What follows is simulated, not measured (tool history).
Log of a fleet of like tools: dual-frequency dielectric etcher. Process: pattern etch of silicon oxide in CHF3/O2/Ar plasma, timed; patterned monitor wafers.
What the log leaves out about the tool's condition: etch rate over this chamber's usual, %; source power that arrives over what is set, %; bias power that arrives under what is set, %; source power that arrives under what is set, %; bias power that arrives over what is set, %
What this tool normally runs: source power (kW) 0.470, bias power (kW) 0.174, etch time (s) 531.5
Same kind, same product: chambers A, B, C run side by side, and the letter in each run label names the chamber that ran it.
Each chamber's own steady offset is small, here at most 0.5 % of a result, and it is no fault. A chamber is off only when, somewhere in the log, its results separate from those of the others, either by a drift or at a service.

run	hour	source power (kW)	bias power (kW)	etch time (s)	hours since the last wet clean	hours since the last source power generator calibration	hours since the last bias power generator calibration	read-back reference wafer on the same gauge, depth_nm	mean etch depth across the wafer (angstrom)
1A	3.2	0.470	0.174	531.5	370.1	1580.1	627.4	896.45	9477.8
2B	6.0	0.470	0.174	531.5	33.0	1845.5	1193.4	897.33	9485.1
3C	10.1	0.470	0.174	531.5	453.1	1162.3	3089.5	897.07	9433.7
4C	14.2	0.470	0.174	531.5	457.2	1166.4	3093.6	896.79	9445.7
5B	18.1	0.470	0.174	531.5	45.1	1857.6	1205.5	896.84	9491.3
6A	21.9	0.470	0.174	531.5	388.8	1598.8	646.1	897.36	9429.5
7C	25.1	0.470	0.174	531.5	468.1	1177.3	3104.5	896.91	9447.2
8B	28.4	0.470	0.174	531.5	55.4	1867.9	1215.8	896.51	9463.7
9A	30.4	0.470	0.174	531.5	397.3	1607.3	654.6	897.31	9482.7
10A	34.3	0.470	0.174	531.5	401.2	1611.2	658.5	897.40	9451.3
11C	36.2	0.470	0.174	531.5	479.2	1188.4	3115.6	896.65	9404.7
12B	40.3	0.470	0.174	531.5	67.3	1879.8	1227.7	896.97	9507.4
13B	43.7	0.470	0.174	531.5	70.7	1883.2	1231.1	896.76	9471.3
14C	45.9	0.470	0.174	531.5	488.9	1198.1	3125.3	897.35	9453.6
15A	49.6	0.470	0.174	531.5	416.5	1626.5	673.8	896.65	9453.8
16B	53.7	0.470	0.174	531.5	80.7	1893.2	1241.1	897.29	9486.4
# hour 55.1: chamber C: wet clean of the chamber
17A	57.7	0.470	0.174	531.5	424.6	1634.6	681.9	896.55	9502.5
18C	60.8	0.470	0.174	531.5	5.8	1213.0	3140.2	897.25	9594.6
19A	64.5	0.470	0.174	531.5	431.4	1641.4	688.7	896.62	9451.0
20B	66.8	0.470	0.174	531.5	93.8	1906.3	1254.2	896.53	9508.7
21C	70.2	0.470	0.174	531.5	15.2	1222.4	3149.6	896.89	9637.2
22C	74.3	0.470	0.174	531.5	19.3	1226.5	3153.7	896.61	9607.0
23A	77.4	0.520	0.174	531.5	444.3	1654.3	701.6	897.34	9832.8
24B	79.8	0.520	0.174	531.5	106.8	1919.3	1267.2	897.28	9877.2
25C	83.5	0.520	0.174	531.5	28.5	1235.7	3162.9	897.54	10002.0
26A	86.1	0.470	0.174	531.5	453.0	1663.0	710.3	897.15	9420.8
27B	88.7	0.470	0.174	531.5	115.7	1928.2	1276.1	896.16	9492.1
28B	91.1	0.470	0.174	531.5	118.1	1930.6	1278.5	896.56	9505.0
29A	94.6	0.470	0.174	531.5	461.5	1671.5	718.8	896.95	9468.3
30C	97.8	0.470	0.174	531.5	42.8	1250.0	3177.2	896.87	9575.7
31B	99.8	0.470	0.174	531.5	126.8	1939.3	1287.2	897.28	9478.1
32C	103.0	0.470	0.174	664.0	48.0	1255.2	3182.4	897.19	11986.0
33A	106.6	0.470	0.174	664.0	473.5	1683.5	730.8	897.42	11803.0
34C	109.0	0.470	0.174	664.0	54.0	1261.2	3188.4	896.72	11989.0
35A	112.8	0.470	0.174	531.5	479.7	1689.7	737.0	897.54	9422.3

Next, every chamber runs the same settings. What will each give?
36A	115.9	0.470	0.174	531.5					?
36B	115.9	0.470	0.174	531.5					?
36C	115.9	0.470	0.174	531.5					?

run	mean etch depth across the wafer (angstrom)
36A	9465.3
36B	9494.7
36C	9564.4

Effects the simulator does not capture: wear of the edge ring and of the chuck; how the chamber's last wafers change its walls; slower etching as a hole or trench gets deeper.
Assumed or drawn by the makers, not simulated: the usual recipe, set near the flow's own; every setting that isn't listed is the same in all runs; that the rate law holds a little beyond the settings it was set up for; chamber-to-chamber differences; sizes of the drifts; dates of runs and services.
